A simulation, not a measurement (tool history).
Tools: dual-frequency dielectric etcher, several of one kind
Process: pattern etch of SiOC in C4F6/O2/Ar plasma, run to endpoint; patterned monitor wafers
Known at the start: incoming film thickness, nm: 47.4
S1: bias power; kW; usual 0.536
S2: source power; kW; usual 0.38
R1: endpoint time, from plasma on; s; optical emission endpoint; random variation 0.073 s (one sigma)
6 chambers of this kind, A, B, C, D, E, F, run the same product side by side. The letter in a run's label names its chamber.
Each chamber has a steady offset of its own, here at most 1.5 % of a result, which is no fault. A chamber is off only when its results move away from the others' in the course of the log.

{"run": "1F", "hour": 12.7, "S1": 0.536, "S2": 0.38, "R1": 16.126}
{"run": "2D", "hour": 25.9, "S1": 0.536, "S2": 0.38, "R1": 15.808}
{"run": "3C", "hour": 35.9, "S1": 0.536, "S2": 0.38, "R1": 15.852}
{"hour": 41.2, "done": "chamber C: wet clean of the chamber"}
{"hour": 45.2, "done": "chamber A: bias power generator calibrated"}
{"run": "4A", "hour": 48.2, "S1": 0.536, "S2": 0.38, "R1": 15.772}
{"run": "5E", "hour": 61.4, "S1": 0.536, "S2": 0.38, "R1": 15.955}
{"run": "6B", "hour": 74.0, "S1": 0.536, "S2": 0.38, "R1": 15.646}
{"run": "7C", "hour": 80.7, "S1": 0.536, "S2": 0.38, "R1": 15.893}
{"hour": 86.0, "done": "chamber B: wet clean of the chamber"}
{"run": "8B", "hour": 90.4, "S1": 0.536, "S2": 0.38, "R1": 15.526}
{"run": "9A", "hour": 104.0, "S1": 0.536, "S2": 0.38, "R1": 15.79}
{"run": "10D", "hour": 113.8, "S1": 0.536, "S2": 0.38, "R1": 15.971}
{"run": "11F", "hour": 120.1, "S1": 0.536, "S2": 0.38, "R1": 16.053}
{"run": "12E", "hour": 132.6, "S1": 0.536, "S2": 0.38, "R1": 15.957}
{"run": "13F", "hour": 144.2, "S1": 0.536, "S2": 0.38, "R1": 16.113}
{"hour": 145.0, "done": "chamber F: wet clean of the chamber"}
{"run": "14B", "hour": 156.4, "S1": 0.536, "S2": 0.38, "R1": 15.655}
{"run": "15D", "hour": 170.6, "S1": 0.536, "S2": 0.38, "R1": 15.946}
{"hour": 176.6, "done": "chamber F: source power generator calibrated"}
{"run": "16E", "hour": 180.9, "S1": 0.536, "S2": 0.38, "R1": 15.954}
{"run": "17A", "hour": 191.4, "S1": 0.536, "S2": 0.38, "R1": 15.729}
{"run": "18C", "hour": 200.3, "S1": 0.536, "S2": 0.31, "R1": 17.036}
{"run": "19E", "hour": 214.3, "S1": 0.536, "S2": 0.31, "R1": 17.272}
{"run": "20F", "hour": 221.3, "S1": 0.536, "S2": 0.31, "R1": 17.42}
{"run": "21B", "hour": 231.2, "S1": 0.536, "S2": 0.31, "R1": 16.763}
{"run": "22A", "hour": 239.5, "S1": 0.536, "S2": 0.31, "R1": 16.852}
{"run": "23D", "hour": 248.5, "S1": 0.536, "S2": 0.31, "R1": 17.242}
{"run": "24C", "hour": 256.4, "S1": 0.536, "S2": 0.38, "R1": 15.885}
{"run": "25A", "hour": 269.1, "S1": 0.536, "S2": 0.38, "R1": 15.828}
{"run": "26B", "hour": 280.8, "S1": 0.611, "S2": 0.35, "R1": 15.317}
{"run": "27C", "hour": 290.0, "S1": 0.611, "S2": 0.35, "R1": 15.459}
{"run": "28E", "hour": 301.1, "S1": 0.611, "S2": 0.35, "R1": 15.776}
{"run": "29D", "hour": 314.0, "S1": 0.611, "S2": 0.35, "R1": 15.774}
{"run": "30F", "hour": 323.8, "S1": 0.611, "S2": 0.35, "R1": 15.688}
{"run": "31E", "hour": 331.4, "S1": 0.611, "S2": 0.35, "R1": 15.762}
{"run": "32B", "hour": 341.6, "S1": 0.536, "S2": 0.38, "R1": 15.647}
{"run": "33C", "hour": 355.0, "S1": 0.536, "S2": 0.38, "R1": 15.759}
{"run": "34F", "hour": 366.6, "S1": 0.536, "S2": 0.38, "R1": 16.038}
{"run": "35A", "hour": 377.1, "S1": 0.536, "S2": 0.38, "R1": 15.804}
{"run": "36D", "hour": 386.1, "S1": 0.536, "S2": 0.38, "R1": 16.111}
{"hour": 391.6, "done": "chamber C: wet clean of the chamber"}
{"run": "37E", "hour": 398.7, "S1": 0.423, "S2": 0.33, "R1": 18.465}
{"run": "38F", "hour": 405.5, "S1": 0.423, "S2": 0.33, "R1": 18.483}
{"run": "39B", "hour": 412.2, "S1": 0.423, "S2": 0.33, "R1": 17.976}
{"run": "40D", "hour": 422.9, "S1": 0.423, "S2": 0.33, "R1": 18.745}
{"run": "41C", "hour": 434.3, "S1": 0.423, "S2": 0.33, "R1": 18.144}

Next, every chamber runs the same settings. What will each give?
{"run": "42A", "hour": 444.5, "S1": 0.536, "S2": 0.38, "R1": "?"}
{"run": "42B", "hour": 444.5, "S1": 0.536, "S2": 0.38, "R1": "?"}
{"run": "42C", "hour": 444.5, "S1": 0.536, "S2": 0.38, "R1": "?"}
{"run": "42D", "hour": 444.5, "S1": 0.536, "S2": 0.38, "R1": "?"}
{"run": "42E", "hour": 444.5, "S1": 0.536, "S2": 0.38, "R1": "?"}
{"run": "42F", "hour": 444.5, "S1": 0.536, "S2": 0.38, "R1": "?"}

run=42A R1=15.796
run=42B R1=15.624
run=42C R1=15.76
run=42D R1=16.276
run=42E R1=15.961
run=42F R1=15.949
